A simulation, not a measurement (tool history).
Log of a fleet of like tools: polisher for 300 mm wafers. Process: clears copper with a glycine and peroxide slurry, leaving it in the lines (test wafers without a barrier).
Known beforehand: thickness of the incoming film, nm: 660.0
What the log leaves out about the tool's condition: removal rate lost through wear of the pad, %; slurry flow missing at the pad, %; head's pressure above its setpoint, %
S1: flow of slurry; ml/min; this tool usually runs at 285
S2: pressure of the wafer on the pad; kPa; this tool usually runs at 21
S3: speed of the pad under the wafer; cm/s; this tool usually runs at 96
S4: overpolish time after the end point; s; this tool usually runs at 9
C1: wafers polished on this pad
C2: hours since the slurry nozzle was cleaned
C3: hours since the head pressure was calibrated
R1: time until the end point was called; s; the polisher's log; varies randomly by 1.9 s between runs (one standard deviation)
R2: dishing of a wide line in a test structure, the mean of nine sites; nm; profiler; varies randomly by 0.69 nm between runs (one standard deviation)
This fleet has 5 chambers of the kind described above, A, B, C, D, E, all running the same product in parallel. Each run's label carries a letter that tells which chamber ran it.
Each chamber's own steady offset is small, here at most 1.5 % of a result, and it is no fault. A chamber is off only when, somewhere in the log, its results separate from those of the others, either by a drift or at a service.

| run | hour | S1 | S2 | S3 | S4 | C1 | C2 | C3 | R1 | R2 |
|---|---|---|---|---|---|---|---|---|---|---|
| 1B | 5.9 | 285 | 21 | 96 | 9 | 1103 | 354.3 | 693.8 | 134.85 | 33.207 |
|  | 8.2 | chamber B: worn pad replaced by a new one |
| 2E | 13 | 285 | 21 | 96 | 9 | 699 | 197.2 | 221 | 126.96 | 31.863 |
| 3A | 17.9 | 285 | 21 | 96 | 9 | 479 | 20.4 | 784.7 | 133.07 | 34.24 |
| 4C | 23.8 | 285 | 21 | 96 | 9 | 544 | 40 | 260.1 | 135.07 | 32.271 |
| 5D | 29 | 285 | 21 | 96 | 9 | 560 | 530.5 | 488.4 | 131.48 | 33.392 |
| 6E | 36.6 | 285 | 21 | 96 | 9 | 910 | 220.8 | 244.6 | 132.13 | 32.247 |
|  | 38.5 | chamber A: worn pad replaced by a new one |
| 7D | 40.1 | 285 | 21 | 96 | 9 | 659 | 541.6 | 499.5 | 131.2 | 33.567 |
| 8A | 46.7 | 285 | 21 | 96 | 9 | 74 | 49.2 | 813.5 | 134.61 | 33 |
|  | 49.3 | chamber C: worn pad replaced by a new one |
|  | 51.9 | chamber D: worn pad replaced by a new one |
| 9C | 53.3 | 285 | 21 | 96 | 9 | 36 | 69.5 | 289.6 | 131.41 | 32.129 |
| 10B | 58.5 | 285 | 21 | 96 | 9 | 449 | 406.9 | 746.4 | 133 | 32.205 |
| 11A | 64.4 | 285 | 21 | 96 | 9 | 232 | 66.9 | 831.2 | 131.63 | 32.53 |
| 12E | 68.2 | 285 | 21 | 96 | 9 | 1192 | 252.4 | 276.2 | 136.37 | 31.847 |
| 13B | 74.6 | 285 | 21 | 96 | 9 | 593 | 423 | 762.5 | 135.44 | 31.735 |
| 14C | 79 | 285 | 21 | 96 | 9 | 266 | 95.2 | 315.3 | 129.53 | 31.956 |
| 15D | 82.9 | 285 | 21 | 96 | 9 | 277 | 584.4 | 542.3 | 131.26 | 32.714 |
|  | 87.5 | chamber D: slurry nozzle cleaned |
| 16C | 88.4 | 285 | 21 | 96 | 9 | 350 | 104.6 | 324.7 | 131.45 | 33.389 |
| 17E | 93.3 | 285 | 21 | 96 | 9 | 1417 | 277.5 | 301.3 | 138.06 | 31.775 |
| 18B | 99.4 | 285 | 21 | 96 | 9 | 815 | 447.8 | 787.3 | 134.24 | 33.033 |
|  | 105.3 | chamber A: worn pad replaced by a new one |
| 19D | 106.5 | 285 | 21 | 96 | 9 | 488 | 19 | 565.9 | 132.89 | 32.797 |
| 20A | 112.6 | 210 | 21 | 96 | 11 | 65 | 115.1 | 879.4 | 139.18 | 36.573 |
| 21D | 119.5 | 210 | 21 | 96 | 11 | 605 | 32 | 578.9 | 134.92 | 37.905 |
| 22C | 123.9 | 210 | 21 | 96 | 11 | 667 | 140.1 | 360.2 | 142.72 | 37.13 |
| 23E | 130.4 | 210 | 21 | 96 | 11 | 1749 | 314.6 | 338.4 | 144.65 | 34.773 |
|  | 132.2 | chamber C: worn pad replaced by a new one |
| 24A | 135.9 | 210 | 21 | 96 | 11 | 274 | 138.4 | 902.7 | 135.26 | 36.267 |
|  | 140.9 | chamber D: worn pad replaced by a new one |
| 25B | 141 | 285 | 21 | 96 | 9 | 1187 | 489.4 | 828.9 | 131.78 | 32.973 |
| 26A | 147.5 | 285 | 21 | 96 | 9 | 377 | 150 | 914.3 | 132.88 | 32.505 |
| 27E | 153.4 | 285 | 21 | 96 | 9 | 1954 | 337.6 | 361.4 | 142.72 | 30.596 |
| 28B | 159.8 | 285 | 21 | 96 | 9 | 1355 | 508.2 | 847.7 | 132.8 | 34.165 |
|  | 160.5 | chamber B: worn pad replaced by a new one |
| 29D | 166.9 | 285 | 21 | 96 | 9 | 233 | 79.4 | 626.3 | 131.18 | 32.216 |
| 30C | 171.6 | 285 | 14 | 96 | 12 | 352 | 187.8 | 407.9 | 183.66 | 31.186 |
|  | 172.5 | chamber A: worn pad replaced by a new one |
| 31E | 178.8 | 285 | 14 | 96 | 12 | 2181 | 363 | 386.8 | 201.37 | 29.592 |
| 32B | 184.4 | 285 | 14 | 96 | 12 | 214 | 532.8 | 872.3 | 186.99 | 30.573 |
| 33D | 189.3 | 285 | 14 | 96 | 12 | 433 | 101.8 | 648.7 | 185.23 | 30.922 |
| 34C | 192.6 | 285 | 14 | 96 | 12 | 540 | 208.8 | 428.9 | 188.16 | 31.02 |
| 35A | 199.2 | 285 | 21 | 96 | 9 | 239 | 201.7 | 966 | 131.05 | 33.531 |
| 36E | 205 | 285 | 21 | 96 | 9 | 2416 | 389.2 | 413 | 145.68 | 29.061 |
| 37C | 211.6 | 285 | 21 | 96 | 9 | 710 | 227.8 | 447.9 | 134.14 | 32.586 |
| 38A | 218.6 | 285 | 21 | 96 | 9 | 412 | 221.1 | 985.4 | 134.44 | 31.517 |
| 39D | 225.5 | 285 | 21 | 96 | 9 | 757 | 138 | 684.9 | 130.55 | 32.542 |

Does one chamber stand apart from the rest, does the shared gauge drift, or is all well apart from small per-chamber offsets? Give the chamber and the most likely cause, where there is one.

Little by little, chamber E moves away from the other chambers.
Cause: removal rate lost through wear of the pad, % = 11.5.
With only this log, it may be confused with: head's pressure below its setpoint, %.

Here are 4 candidates for chamber E's next run, each the usual settings with a change, their results left as question marks. Which one brings its results back in line with what the others give on the usual settings?
Allowed miss from the other chambers' usual-settings mean, per result, to count as in line: R1 6.8 s; R2 2.4 nm
| 40E-1 | 231 | 290 | 23.4 | 110 | 9 |  |  |  | ? | ? |
| 40E-2 | 231 | 285 | 19.3 | 90 | 9 |  |  |  | ? | ? |
| 40E-3 | 231 | 280 | 17.9 | 82 | 9 |  |  |  | ? | ? |
| 40E-4 | 231 | 285 | 22.1 | 102 | 9 |  |  |  | ? | ? |

Average result of the remaining chambers running the usual settings: R1 133.23 s; R2 32.433 nm
| run | R1 | R2 |
|---|---|---|
| 40E-1 | 118.38 | 36.003 |
| 40E-2 | 165.85 | 26.508 |
| 40E-3 | 190.19 | 23.361 |
| 40E-4 | 133.42 | 32.337 |
It is 40E-4 that realigns the chamber with its peers.
